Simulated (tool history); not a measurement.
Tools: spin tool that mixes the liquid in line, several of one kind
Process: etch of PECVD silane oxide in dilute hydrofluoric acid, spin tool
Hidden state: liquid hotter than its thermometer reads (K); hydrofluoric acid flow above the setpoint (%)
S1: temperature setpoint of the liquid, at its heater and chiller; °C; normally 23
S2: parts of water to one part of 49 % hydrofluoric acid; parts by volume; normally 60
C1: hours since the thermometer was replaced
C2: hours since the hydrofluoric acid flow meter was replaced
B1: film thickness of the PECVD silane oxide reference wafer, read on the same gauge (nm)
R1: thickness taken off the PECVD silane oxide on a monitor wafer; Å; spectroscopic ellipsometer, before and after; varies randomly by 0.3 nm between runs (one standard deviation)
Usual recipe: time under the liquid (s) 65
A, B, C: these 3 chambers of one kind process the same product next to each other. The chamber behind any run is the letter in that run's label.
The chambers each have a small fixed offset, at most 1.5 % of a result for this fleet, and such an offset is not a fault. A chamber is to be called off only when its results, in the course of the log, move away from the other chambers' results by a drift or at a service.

Run 1A, day 0.192: usual settings; C1 651.2; C2 226.9; B1 139.99. Result: R1 365.49 Å.
Run 2B, day 0.304: usual settings; C1 1470.0; C2 50.4; B1 140.02. Result: R1 365.58 Å.
Run 3C, day 0.421: usual settings; C1 38.4; C2 612.5; B1 140.03. Result: R1 366.85 Å.
Run 4B, day 0.604: usual settings; C1 1477.2; C2 57.6; B1 139.98. Result: R1 369.10 Å.
Run 5C, day 0.779: usual settings; C1 47.0; C2 621.1; B1 139.99. Result: R1 368.52 Å.
Run 6A, day 0.983: usual settings; C1 670.2; C2 245.9; B1 140.02. Result: R1 365.45 Å.
Run 7B, day 1.142: usual settings but S1 25 °C, S2 50 parts by volume; C1 1490.1; C2 70.5; B1 139.98. Result: R1 485.48 Å.
Run 8C, day 1.262: usual settings but S1 25 °C, S2 50 parts by volume; C1 58.6; C2 632.7; B1 140.00. Result: R1 488.65 Å.
Run 9A, day 1.429: usual settings but S1 25 °C, S2 50 parts by volume; C1 680.9; C2 256.6; B1 139.99. Result: R1 496.76 Å.
Run 10A, day 1.571: usual settings but time under the liquid (s) 80; C1 684.3; C2 260.0; B1 140.01. Result: R1 455.01 Å.
Run 11C, day 1.762: usual settings but time under the liquid (s) 80; C1 70.6; C2 644.7; B1 139.99. Result: R1 451.11 Å.
Run 12B, day 1.950: usual settings but time under the liquid (s) 80; C1 1509.5; C2 89.9; B1 139.96. Result: R1 454.54 Å.
Run 13B, day 2.150: usual settings; C1 1514.3; C2 94.7; B1 140.03. Result: R1 372.60 Å.
Run 14A, day 2.354: usual settings; C1 703.1; C2 278.8; B1 140.01. Result: R1 373.20 Å.
Run 15C, day 2.475: usual settings; C1 87.7; C2 661.8; B1 140.02. Result: R1 364.90 Å.
Run 16C, day 2.667: usual settings; C1 92.3; C2 666.4; B1 140.01. Result: R1 362.91 Å.
Run 17A, day 2.788: usual settings; C1 713.5; C2 289.2; B1 140.00. Result: R1 369.14 Å.
Run 18B, day 2.950: usual settings; C1 1533.5; C2 113.9; B1 139.99. Result: R1 376.28 Å.
Run 19C, day 3.104: usual settings; C1 102.8; C2 676.9; B1 139.99. Result: R1 366.36 Å.
Run 20B, day 3.233: usual settings; C1 1540.3; C2 120.7; B1 139.98. Result: R1 384.36 Å.
Run 21A, day 3.408: usual settings but S1 21 °C; C1 728.4; C2 304.1; B1 140.01. Result: R1 342.63 Å.
Run 22A, day 3.592: usual settings but S1 21 °C; C1 732.8; C2 308.5; B1 140.00. Result: R1 342.27 Å.
Run 23C, day 3.746: usual settings but S1 21 °C; C1 118.2; C2 692.3; B1 140.01. Result: R1 336.77 Å.
Run 24B, day 3.921: usual settings; C1 1556.8; C2 137.2; B1 140.00. Result: R1 385.65 Å.
Run 25A, day 4.021: usual settings; C1 743.1; C2 318.8; B1 140.00. Result: R1 376.76 Å.
Run 26C, day 4.204: usual settings; C1 129.2; C2 703.3; B1 139.98. Result: R1 367.35 Å.
Run 27B, day 4.329: usual settings; C1 1566.6; C2 147.0; B1 140.00. Result: R1 390.31 Å.
Run 28B, day 4.454: usual settings; C1 1569.6; C2 150.0; B1 140.00. Result: R1 385.41 Å.
Run 29C, day 4.608: usual settings; C1 138.9; C2 713.0; B1 139.99. Result: R1 361.80 Å.
Run 30A, day 4.754: usual settings; C1 760.7; C2 336.4; B1 139.98. Result: R1 372.54 Å.
Run 31C, day 4.871: usual settings; C1 145.2; C2 719.3; B1 140.00. Result: R1 362.42 Å.
Run 32A, day 5.025: usual settings; C1 767.2; C2 342.9; B1 140.01. Result: R1 370.89 Å.
Run 33B, day 5.183: usual settings; C1 1587.1; C2 167.5; B1 139.99. Result: R1 395.41 Å.
Run 34C, day 5.296: usual settings; C1 155.4; C2 729.5; B1 140.01. Result: R1 368.80 Å.
Run 35A, day 5.483: usual settings; C1 778.2; C2 353.9; B1 140.02. Result: R1 375.08 Å.
Run 36B, day 5.608: usual settings; C1 1597.3; C2 177.7; B1 140.01. Result: R1 395.60 Å.
Run 37A, day 5.775: usual settings; C1 785.2; C2 360.9; B1 139.99. Result: R1 368.91 Å.
Run 38B, day 5.892: usual settings; C1 1604.1; C2 184.5; B1 140.00. Result: R1 397.77 Å.
Run 39C, day 5.988: usual settings; C1 172.0; C2 746.1; B1 140.00. Result: R1 366.10 Å.
Run 40C, day 6.179: usual settings; C1 176.6; C2 750.7; B1 140.01. Result: R1 362.02 Å.
Run 41B, day 6.329: usual settings; C1 1614.6; C2 195.0; B1 140.02. Result: R1 403.15 Å.
Run 42A, day 6.425: usual settings; C1 800.8; C2 376.5; B1 139.99. Result: R1 372.41 Å.

One chamber off, gauge drift, or nothing amiss beyond the chambers' own small offsets? If it is a chamber, which one, and what is the likeliest cause?

It is chamber B that slowly wanders off from its peers.
Likeliest cause: liquid hotter than its thermometer reads (K) = 2.46.
With only this log, it may be confused with: hydrofluoric acid flow above the setpoint (%).

Here are 4 candidates for chamber B's next run, each the usual settings with a change, their results left as question marks. Which one brings its results back in line with what the others give on the usual settings?
To be in line, a result may differ from the other chambers' mean on the usual settings by at most: R1 11.00 Å
Run 43B-1, day 6.571: usual settings but S1 19.5 °C. Result: R1 ?.
Run 43B-2, day 6.571: usual settings but time under the liquid (s) 60. Result: R1 ?.
Run 43B-3, day 6.571: usual settings but S2 55 parts by volume. Result: R1 ?.
Run 43B-4, day 6.571: usual settings but S1 26.5 °C. Result: R1 ?.

Usual-settings mean across the other chambers: R1 368.95 Å
  run      R1
43B-1  345.67
43B-2  368.83
43B-3  438.83
43B-4  459.97
The answer is 43B-2, which returns the chamber to within the allowed miss of the others.

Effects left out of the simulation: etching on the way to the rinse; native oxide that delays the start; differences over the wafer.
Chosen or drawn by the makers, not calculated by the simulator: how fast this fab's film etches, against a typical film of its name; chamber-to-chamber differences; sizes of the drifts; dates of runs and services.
